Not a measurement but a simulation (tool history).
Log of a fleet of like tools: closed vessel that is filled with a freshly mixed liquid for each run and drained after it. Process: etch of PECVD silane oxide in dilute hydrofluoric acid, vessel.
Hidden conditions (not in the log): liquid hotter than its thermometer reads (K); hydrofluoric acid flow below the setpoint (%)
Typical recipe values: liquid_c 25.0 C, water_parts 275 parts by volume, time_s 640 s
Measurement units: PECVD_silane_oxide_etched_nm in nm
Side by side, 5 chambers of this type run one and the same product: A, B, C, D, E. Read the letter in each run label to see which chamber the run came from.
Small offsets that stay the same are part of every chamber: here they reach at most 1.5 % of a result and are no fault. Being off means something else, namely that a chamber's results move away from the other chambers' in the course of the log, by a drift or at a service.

run   hour  liquid_c  water_parts  time_s  hours since the thermometer was replaced  hours since the hydrofluoric acid flow meter was replaced  read-back film thickness of the PECVD silane oxide reference wafer, read on the same gauge (nm)  PECVD_silane_oxide_etched_nm
 1A    4.4      25.0          275     640                                     405.7                                                     1122.0                                                                                           80.000                        47.267
 2D    9.7      25.0          275     640                                    1139.9                                                     1638.5                                                                                           79.997                        47.637
 3E   14.2      25.0          275     640                                    1115.8                                                      328.0                                                                                           79.997                        47.369
 4B   19.0      25.0          275     640                                     347.2                                                      245.6                                                                                           79.975                        47.894
 5C   26.8      25.0          145     640                                    2104.9                                                      123.9                                                                                           79.985                       103.740
 6B   34.5      25.0          145     640                                     362.7                                                      261.1                                                                                           79.999                       106.920
 7E   43.4      25.0          145     640                                    1145.0                                                      357.2                                                                                           80.006                       106.120
 8C   49.9      25.0          145     640                                    2128.0                                                      147.0                                                                                           79.993                       102.990
 9A   57.7      25.0          145     640                                     459.0                                                     1175.3                                                                                           80.009                       103.380
10D   64.3      25.0          275     640                                    1194.5                                                     1693.1                                                                                           79.995                        47.185
11B   71.9      25.0          275     640                                     400.1                                                      298.5                                                                                           80.004                        47.935
12A   78.6      25.0          275     640                                     479.9                                                     1196.2                                                                                           79.996                        47.131
13C   85.0      25.0          275     640                                    2163.1                                                      182.1                                                                                           80.025                        47.140
14E   93.8      25.0          275     640                                    1195.4                                                      407.6                                                                                           80.001                        47.469
15D  102.1      25.0          275     640                                    1232.3                                                     1730.9                                                                                           80.019                        47.725
16C  109.1      25.0          275     640                                    2187.2                                                      206.2                                                                                           80.013                        47.220
17B  114.7      25.0          275     640                                     442.9                                                      341.3                                                                                           80.019                        47.977
18D  119.6      25.0          275     640                                    1249.8                                                     1748.4                                                                                           80.009                        47.129
19E  128.6      25.0          275     640                                    1230.2                                                      442.4                                                                                           79.987                        47.624
20A  133.0      25.0          275     640                                     534.3                                                     1250.6                                                                                           79.988                        47.337
21B  137.5      25.0          275     640                                     465.7                                                      364.1                                                                                           79.997                        47.852
22A  144.6      25.0          275     640                                     545.9                                                     1262.2                                                                                           80.014                        47.063
23D  151.9      25.0          275     640                                    1282.1                                                     1780.7                                                                                           79.974                        47.329
24C  156.7      25.0          275     640                                    2234.8                                                      253.8                                                                                           80.012                        46.962
     162.1  -- chamber D: hydrofluoric acid flow meter replaced
25E  163.0      25.0          275     640                                    1264.6                                                      476.8                                                                                           80.001                        47.893
26C  170.1      28.0          205     640                                    2248.2                                                      267.2                                                                                           79.997                        75.203
27B  177.0      28.0          205     640                                     505.2                                                      403.6                                                                                           80.006                        77.488
28A  181.4      28.0          205     640                                     582.7                                                     1299.0                                                                                           79.969                        76.056
29E  189.6      28.0          205     640                                    1291.2                                                      503.4                                                                                           79.977                        78.612
30D  194.6      28.0          205     640                                    1324.8                                                       32.6                                                                                           80.016                        75.844
31C  202.9      25.0          410     830                                    2281.0                                                      300.0                                                                                           79.989                        35.758
32E  208.7      25.0          410     830                                    1310.3                                                      522.5                                                                                           79.994                        36.942
33A  216.5      25.0          410     830                                     617.8                                                     1334.1                                                                                           80.019                        36.189
34B  223.6      25.0          410     830                                     551.8                                                      450.2                                                                                           79.991                        36.358
35D  231.5      25.0          410     830                                    1361.7                                                       69.5                                                                                           80.021                        36.308
36E  236.2      25.0          275     640                                    1337.8                                                      550.0                                                                                           80.011                        49.284
37B  245.4      25.0          275     640                                     573.6                                                      472.0                                                                                           80.025                        47.923
38D  253.6      27.5          275     640                                    1383.8                                                       91.6                                                                                           79.992                        51.449
39C  261.4      27.5          275     640                                    2339.5                                                      358.5                                                                                           79.998                        51.398
40A  268.6      27.5          275     640                                     669.9                                                     1386.2                                                                                           79.991                        52.049
41E  277.0      27.5          275     640                                    1378.6                                                      590.8                                                                                           80.001                        54.159
42D  285.6      27.5          275     640                                    1415.8                                                      123.6                                                                                           79.993                        51.496
43C  290.5      25.0          275     640                                    2368.6                                                      387.6                                                                                           79.998                        47.347

Is one chamber out of step, is the gauge drifting, or do the chambers differ by no more than their own small offsets? For an off chamber, give its letter and the likeliest cause.

It is chamber E that slowly wanders off from its peers.
Likeliest cause: liquid hotter than its thermometer reads (K) = 1.36.
The log may not tell that from: hydrofluoric acid flow above the setpoint (%).

Here are 4 candidates for chamber E's next run, each the usual settings with a change, their results left as question marks. Which one brings its results back in line with what the others give on the usual settings?
In line means no further than this from the other chambers' mean on the usual settings: PECVD_silane_oxide_etched_nm 0.640 nm
44E-1  297.3      25.0          280     620                                                                                                                                                                                                                                   ?
44E-2  297.3      25.0          280     640                                                                                                                                                                                                                                   ?
44E-3  297.3      25.0          270     640                                                                                                                                                                                                                                   ?
44E-4  297.3      25.0          275     675                                                                                                                                                                                                                                   ?

On the usual settings, the other chambers give on average: PECVD_silane_oxide_etched_nm 47.375 nm
  run  PECVD_silane_oxide_etched_nm
44E-1                        47.269
44E-2                        48.793
44E-3                        51.162
44E-4                        52.686
The right change is 44E-1: it brings the chamber back within the allowed miss of the others.
